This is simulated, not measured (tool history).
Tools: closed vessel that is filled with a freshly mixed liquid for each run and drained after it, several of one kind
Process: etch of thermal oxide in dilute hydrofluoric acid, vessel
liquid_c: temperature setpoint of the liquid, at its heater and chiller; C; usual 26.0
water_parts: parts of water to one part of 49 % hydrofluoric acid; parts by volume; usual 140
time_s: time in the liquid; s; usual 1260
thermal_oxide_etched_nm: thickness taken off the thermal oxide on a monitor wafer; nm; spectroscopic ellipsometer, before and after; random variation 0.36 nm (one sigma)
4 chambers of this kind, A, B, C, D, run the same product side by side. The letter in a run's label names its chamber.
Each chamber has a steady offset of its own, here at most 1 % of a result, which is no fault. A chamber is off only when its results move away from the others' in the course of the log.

run,hour,liquid_c,water_parts,time_s,"read-back film thickness of the thermal oxide reference wafer, read on the same gauge (nm)",thermal_oxide_etched_nm
1A,5.4,26.0,140,1260,69.998,47.135
2C,16.6,26.0,140,1260,70.008,45.708
3B,23.1,26.0,140,1260,70.017,45.767
4D,33.2,26.0,140,1260,70.035,46.430
5A,39.6,26.0,140,1260,70.008,47.185
6D,47.8,26.0,140,1260,70.024,45.572
7B,56.9,26.0,140,1260,70.011,45.793
8C,64.9,26.0,140,1260,69.983,46.418
9B,72.4,26.0,140,1260,70.003,45.636
10D,79.4,26.0,140,1260,69.983,46.035
11C,85.6,30.0,140,1575,69.993,67.101
12A,95.3,30.0,140,1575,70.012,67.727
13C,103.9,30.0,140,1575,70.028,67.838
14D,114.8,30.0,140,1575,69.972,67.563
15A,125.0,26.0,140,1260,69.999,46.491
16B,133.2,26.0,140,1260,70.008,44.903
17D,139.8,26.0,140,1260,70.010,45.878
# hour 144.9: chamber D: thermometer replaced
18A,145.7,26.0,140,1260,70.025,46.223
19C,154.2,26.0,140,1260,69.942,45.390
20B,161.3,23.0,140,1260,69.978,39.644
21B,168.8,23.0,140,1260,70.031,39.951
22D,178.8,23.0,140,1260,69.973,40.776
23A,188.2,23.0,140,1260,70.013,41.925
24C,199.5,26.0,140,1260,70.027,45.956
# hour 205.8: chamber A: hydrofluoric acid flow meter replaced
25B,209.0,24.5,140,1260,69.996,41.285
26D,220.5,24.5,140,1260,70.008,43.613
27A,227.3,24.5,140,1260,69.973,44.274

Is one chamber off against the others, does the gauge drift, or is nothing wrong? If a chamber is off, say which, and what the likeliest cause is.

Chamber B drifts away from the others.
Cause: hydrofluoric acid flow below the setpoint (%) = 6.47.
The log may not tell that from: liquid colder than its thermometer reads (K).

Here are 4 candidates for chamber B's next run, each the usual settings with a change, their results left as question marks. Which one brings its results back in line with what the others give on the usual settings?
In line means no further than this from the other chambers' mean on the usual settings: thermal_oxide_etched_nm 1.300 nm
28B-1,235.5,26.0,150,1155,,?
28B-2,235.5,26.0,145,1210,,?
28B-3,235.5,26.0,140,1360,,?
28B-4,235.5,26.0,140,1500,,?

The other chambers' mean on the usual settings: thermal_oxide_etched_nm 46.352 nm
run,thermal_oxide_etched_nm
28B-1,36.016
28B-2,39.285
28B-3,46.026
28B-4,50.764
28B-3 brings the chamber back in line.

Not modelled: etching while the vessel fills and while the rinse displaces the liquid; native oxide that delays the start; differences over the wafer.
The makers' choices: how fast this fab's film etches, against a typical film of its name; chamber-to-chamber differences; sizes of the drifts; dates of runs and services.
